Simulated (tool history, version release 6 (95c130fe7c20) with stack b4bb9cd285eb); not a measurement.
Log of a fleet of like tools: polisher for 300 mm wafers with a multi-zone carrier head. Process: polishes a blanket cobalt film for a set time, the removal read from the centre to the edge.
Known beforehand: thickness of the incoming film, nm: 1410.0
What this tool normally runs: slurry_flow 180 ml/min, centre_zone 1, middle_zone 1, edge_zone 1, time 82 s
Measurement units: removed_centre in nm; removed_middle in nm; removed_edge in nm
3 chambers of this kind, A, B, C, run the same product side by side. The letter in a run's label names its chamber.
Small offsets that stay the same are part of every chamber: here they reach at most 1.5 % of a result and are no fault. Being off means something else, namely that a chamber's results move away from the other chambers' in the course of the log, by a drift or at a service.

run,hour,slurry_flow,centre_zone,middle_zone,edge_zone,time,removed_centre,removed_middle,removed_edge
# hour 2.8: chamber C: worn pad replaced by a new one
1A,6.4,180,1,1,1,82,383.41,387.41,385.01
2B,11.6,180,1,1,1,82,395.02,385.49,390.49
# hour 11.7: chamber B: worn pad replaced by a new one
3C,17,180,1,1,1,82,395.57,391.02,384.7
4A,20.8,180,1,1,1,82,384.8,391.46,391.71
5B,27.8,180,1,1,1,82,384.87,384.02,402.63
6C,31.3,180,1,1,1,82,390.5,385.72,401.52
7B,35.9,180,1,1,1,82,389.8,386.46,387.63
# hour 40.5: chamber A: worn pad replaced by a new one
8C,43.3,180,1,1,1,82,395.64,386.91,397.68
9A,47.6,180,1,1,1,82,388.9,378.04,387.57
10C,53.5,180,1,1,1,82,385.34,383.47,395.18
11B,58,180,1,1,1,82,400.3,388.53,394.02
12A,63.5,180,1,1,1,82,394.57,375.13,391.7
13B,70,180,1,1,1,82,393.19,388.9,384.02
# hour 77.6: chamber B: worn pad replaced by a new one
14A,77.9,180,1,1,1,82,387.4,373.15,385.36
15C,85.3,180,1,1,1,82,383.28,394.93,383.3
# hour 88.2: chamber C: worn pad replaced by a new one
16B,90.3,180,1,1,1,82,393.43,386.3,394.86
# hour 93.5: chamber A: worn pad replaced by a new one
17A,95,180,1,1,1,82,380.06,382.76,392.19
18C,102.1,180,1,1,1,82,392.14,377.66,387.22
19C,108.6,180,1,1,1,82,386.49,389.59,385.48
# hour 109.9: chamber A: slurry nozzle cleaned
20B,113.5,230,1,1.1,1,82,405.34,434.14,399.05
21A,120.4,230,1,1.1,1,82,408,444.59,397.5
22C,127.2,230,1,1.1,1,82,402.44,431.73,405.81
# hour 130.6: chamber B: centre zone pressure recalibrated
23B,130.8,180,0.88,1,1,82,340.69,394.36,391.94
24A,135.1,180,0.88,1,1,82,344.55,383.51,391.15
# hour 137.4: chamber A: worn pad replaced by a new one
# hour 140.2: chamber C: centre zone pressure recalibrated
25A,140.4,180,0.88,1,1,82,342.33,389.45,395.69
# hour 146.9: chamber A: centre zone pressure recalibrated
26C,147.2,180,1,1,1,82,385.31,383.71,395.64
# hour 147.7: chamber B: worn pad replaced by a new one
27B,152.4,180,1.09,1,1.07,82,435.92,382.93,406.97
28A,155.9,180,1.09,1,1.07,82,398.27,393.46,403.39
# hour 160: chamber C: edge zone pressure recalibrated
29C,163.1,180,1.09,1,1.07,82,431.33,385.82,408.82
30B,169,180,1,1,1,82,395.33,387.08,391
31B,172.6,180,1,1,1,82,389.13,392.07,386.58
32A,176.2,180,1,1,1,82,357.74,388.52,388.11
# hour 177.2: chamber C: worn pad replaced by a new one
# hour 179.4: chamber A: edge zone pressure recalibrated
33C,182,180,1,1,1,82,389.01,392.67,397.27
34B,187,180,1,1,1,82,393.56,398.82,390
# hour 187.1: chamber A: worn pad replaced by a new one
35C,192.3,180,1,1,1,82,393.12,389.06,390.42
36A,197.7,180,1,1,0.96,82,365.52,376.89,383.07
37C,202.6,180,1,1,0.96,82,400.34,388.83,389.03
38B,207.6,180,1,1,0.96,82,390.69,390.18,381.54
39A,211.3,180,1,1,1,82,363.3,395.7,390.87
40C,217.5,180,1,1,1,82,389.19,384.95,389.47
41A,224.2,180,1,1,0.92,104,457.93,482.59,479.62
42B,228.5,180,1,1,0.92,104,491.18,486.81,471.04

One chamber off, gauge drift, or nothing amiss beyond the chambers' own small offsets? If it is a chamber, which one, and what is the likeliest cause?

After it was serviced, chamber A no longer matches the other chambers.
Cause: centre zone's pressure below its setpoint, % = 6.66.

Which of the 4 candidates below, each the usual settings with something changed and its results left as question marks, puts chamber A back in line with what the other chambers give on the usual settings?
Counts as in line when no further than this from what the other chambers average on the usual settings: removed_centre 17 nm; removed_middle 19 nm; removed_edge 19 nm
43A-1,234.3,185,1.05,1,0.98,83,?,?,?
43A-2,234.3,190,1.11,1,0.95,84,?,?,?
43A-3,234.3,170,0.89,1,1.05,80,?,?,?
43A-4,234.3,175,0.95,1,1.02,81,?,?,?

Average result of the remaining chambers running the usual settings: removed_centre 390.38 nm; removed_middle 389.6 nm; removed_edge 390.96 nm
run,removed_centre,removed_middle,removed_edge
43A-1,384.43,390.23,389.42
43A-2,415.67,396.47,389
43A-3,303.08,371.17,385.38
43A-4,332.12,377.56,385.57
The right change is 43A-1: it brings the chamber back within the allowed miss of the others.
